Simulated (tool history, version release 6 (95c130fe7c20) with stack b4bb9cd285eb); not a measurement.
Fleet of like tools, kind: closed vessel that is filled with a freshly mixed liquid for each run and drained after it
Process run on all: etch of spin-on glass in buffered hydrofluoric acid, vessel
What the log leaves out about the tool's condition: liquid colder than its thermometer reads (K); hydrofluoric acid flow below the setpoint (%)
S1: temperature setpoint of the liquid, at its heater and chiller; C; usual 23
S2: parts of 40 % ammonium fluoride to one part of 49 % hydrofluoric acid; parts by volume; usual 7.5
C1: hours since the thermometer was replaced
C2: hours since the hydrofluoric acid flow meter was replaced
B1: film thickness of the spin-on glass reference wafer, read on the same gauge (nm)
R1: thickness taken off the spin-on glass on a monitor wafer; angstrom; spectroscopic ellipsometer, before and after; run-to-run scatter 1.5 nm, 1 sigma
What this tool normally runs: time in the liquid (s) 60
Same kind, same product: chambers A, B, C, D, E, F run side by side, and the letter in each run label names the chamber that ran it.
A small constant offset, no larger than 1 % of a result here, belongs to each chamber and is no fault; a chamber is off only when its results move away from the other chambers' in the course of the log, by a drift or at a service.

run 1D hour=8.6 | S1=23 S2=7.5 time_in_the_liquid_(s)=60 | C1=1758.5 C2=1992.2 | B1=40.010 | R1=2667.3
run 2E hour=20.8 | S1=23 S2=7.5 time_in_the_liquid_(s)=60 | C1=976.5 C2=342.4 | B1=39.968 | R1=2698.6
run 3F hour=30.2 | S1=23 S2=7.5 time_in_the_liquid_(s)=60 | C1=44.1 C2=728.0 | B1=40.004 | R1=2709.8
run 4C hour=42.9 | S1=23 S2=7.5 time_in_the_liquid_(s)=60 | C1=95.1 C2=602.2 | B1=40.001 | R1=2738.1
run 5B hour=56.4 | S1=23 S2=7.5 time_in_the_liquid_(s)=60 | C1=1062.7 C2=72.0 | B1=39.996 | R1=2684.4
run 6A hour=64.7 | S1=23 S2=7.5 time_in_the_liquid_(s)=95 | C1=121.3 C2=1330.8 | B1=40.009 | R1=4243.3
run 7E hour=73.1 | S1=23 S2=7.5 time_in_the_liquid_(s)=95 | C1=1028.8 C2=394.7 | B1=39.996 | R1=4223.5
run 8A hour=86.7 | S1=23 S2=7.5 time_in_the_liquid_(s)=95 | C1=143.3 C2=1352.8 | B1=40.017 | R1=4291.9
run 9F hour=97.4 | S1=23 S2=7.5 time_in_the_liquid_(s)=95 | C1=111.3 C2=795.2 | B1=40.005 | R1=4278.3
run 10D hour=106.8 | S1=23 S2=7.5 time_in_the_liquid_(s)=95 | C1=1856.7 C2=2090.4 | B1=40.004 | R1=4258.0
run 11B hour=115.5 | S1=23 S2=7.5 time_in_the_liquid_(s)=95 | C1=1121.8 C2=131.1 | B1=39.999 | R1=4257.3
run 12C hour=124.5 | S1=23 S2=7.5 time_in_the_liquid_(s)=60 | C1=176.7 C2=683.8 | B1=39.995 | R1=2712.0
run 13D hour=134.6 | S1=23 S2=7.5 time_in_the_liquid_(s)=60 | C1=1884.5 C2=2118.2 | B1=40.007 | R1=2687.0
run 14E hour=146.8 | S1=23 S2=7.5 time_in_the_liquid_(s)=60 | C1=1102.5 C2=468.4 | B1=40.013 | R1=2709.7
run 15A hour=153.5 | S1=23 S2=7.5 time_in_the_liquid_(s)=60 | C1=210.1 C2=1419.6 | B1=40.009 | R1=2695.1
run 16C hour=166.1 | S1=23 S2=7.5 time_in_the_liquid_(s)=60 | C1=218.3 C2=725.4 | B1=39.997 | R1=2740.0
run 17B hour=178.2 | S1=23 S2=7.5 time_in_the_liquid_(s)=60 | C1=1184.5 C2=193.8 | B1=39.990 | R1=2663.0
run 18F hour=187.7 | S1=23 S2=7.5 time_in_the_liquid_(s)=60 | C1=201.6 C2=885.5 | B1=39.999 | R1=2650.3
run 19D hour=196.7 | S1=23 S2=7.5 time_in_the_liquid_(s)=60 | C1=1946.6 C2=2180.3 | B1=40.017 | R1=2695.0
-- hour=203.7 chamber B: thermometer replaced
run 20B hour=205.4 | S1=23 S2=7.5 time_in_the_liquid_(s)=60 | C1=1.7 C2=221.0 | B1=39.998 | R1=2685.6
-- hour=215.4 chamber D: hydrofluoric acid flow meter replaced
run 21F hour=217.0 | S1=23 S2=7.5 time_in_the_liquid_(s)=60 | C1=230.9 C2=914.8 | B1=39.985 | R1=2604.5
-- hour=223.6 chamber A: hydrofluoric acid flow meter replaced
run 22E hour=229.4 | S1=23 S2=7.5 time_in_the_liquid_(s)=60 | C1=1185.1 C2=551.0 | B1=40.008 | R1=2676.8
run 23A hour=236.4 | S1=23 S2=7.5 time_in_the_liquid_(s)=60 | C1=293.0 C2=12.8 | B1=39.983 | R1=2709.3
run 24C hour=247.8 | S1=23 S2=7.5 time_in_the_liquid_(s)=60 | C1=300.0 C2=807.1 | B1=40.007 | R1=2731.6
-- hour=252.9 chamber D: thermometer replaced
run 25E hour=254.4 | S1=23 S2=7.5 time_in_the_liquid_(s)=60 | C1=1210.1 C2=576.0 | B1=40.000 | R1=2681.0
run 26C hour=261.1 | S1=23 S2=7.5 time_in_the_liquid_(s)=60 | C1=313.3 C2=820.4 | B1=40.005 | R1=2720.5
run 27D hour=269.4 | S1=23 S2=7.5 time_in_the_liquid_(s)=60 | C1=16.6 C2=54.1 | B1=40.003 | R1=2706.8
run 28A hour=276.4 | S1=23 S2=7.5 time_in_the_liquid_(s)=60 | C1=333.0 C2=52.8 | B1=39.992 | R1=2696.0
run 29B hour=285.1 | S1=23 S2=7.5 time_in_the_liquid_(s)=60 | C1=81.4 C2=300.7 | B1=39.997 | R1=2693.7
run 30F hour=291.4 | S1=23 S2=7.5 time_in_the_liquid_(s)=60 | C1=305.3 C2=989.2 | B1=39.985 | R1=2617.7
run 31B hour=301.3 | S1=23 S2=7.5 time_in_the_liquid_(s)=60 | C1=97.6 C2=316.9 | B1=39.986 | R1=2654.7
run 32F hour=310.4 | S1=28 S2=10.5 time_in_the_liquid_(s)=60 | C1=324.3 C2=1008.2 | B1=40.011 | R1=2496.8
run 33A hour=320.7 | S1=28 S2=10.5 time_in_the_liquid_(s)=60 | C1=377.3 C2=97.1 | B1=40.000 | R1=2621.9
run 34D hour=332.2 | S1=28 S2=10.5 time_in_the_liquid_(s)=60 | C1=79.4 C2=116.9 | B1=40.004 | R1=2570.7
run 35E hour=341.9 | S1=28 S2=10.5 time_in_the_liquid_(s)=60 | C1=1297.6 C2=663.5 | B1=40.025 | R1=2557.7
run 36C hour=350.6 | S1=28 S2=10.5 time_in_the_liquid_(s)=60 | C1=402.8 C2=909.9 | B1=40.009 | R1=2636.5
run 37C hour=356.7 | S1=28 S2=10.5 time_in_the_liquid_(s)=60 | C1=408.9 C2=916.0 | B1=39.996 | R1=2611.0
run 38E hour=363.7 | S1=23 S2=6.5 time_in_the_liquid_(s)=60 | C1=1319.4 C2=685.3 | B1=40.009 | R1=3089.4
run 39F hour=373.0 | S1=23 S2=6.5 time_in_the_liquid_(s)=60 | C1=386.9 C2=1070.8 | B1=40.018 | R1=3014.8

One chamber off, gauge drift, or nothing amiss beyond the chambers' own small offsets? If it is a chamber, which one, and what is the likeliest cause?

It is chamber F that slowly wanders off from its peers.
What lies behind it: hydrofluoric acid flow below the setpoint (%) = 4.45.
From this log alone, it may not be told apart from: liquid colder than its thermometer reads (K).

Here are 4 candidates for chamber F's next run, each the usual settings with a change, their results left as question marks. Which one brings its results back in line with what the others give on the usual settings?
To be in line, a result may differ from the other chambers' mean on the usual settings by at most: R1 52.0 angstrom
run 40F-1 hour=383.0 | S1=24.0 S2=7.5 time_in_the_liquid_(s)=60 | R1=?
run 40F-2 hour=383.0 | S1=23.0 S2=7.5 time_in_the_liquid_(s)=55 | R1=?
run 40F-3 hour=383.0 | S1=22.0 S2=7.5 time_in_the_liquid_(s)=60 | R1=?
run 40F-4 hour=383.0 | S1=24.5 S2=7.5 time_in_the_liquid_(s)=60 | R1=?

What the other chambers average on the usual settings: R1 2699.3 angstrom
run=40F-1 R1=2719.4
run=40F-2 R1=2358.9
run=40F-3 R1=2434.3
run=40F-4 R1=2794.3
40F-1 is the one that brings the chamber's results back in line with the other chambers.
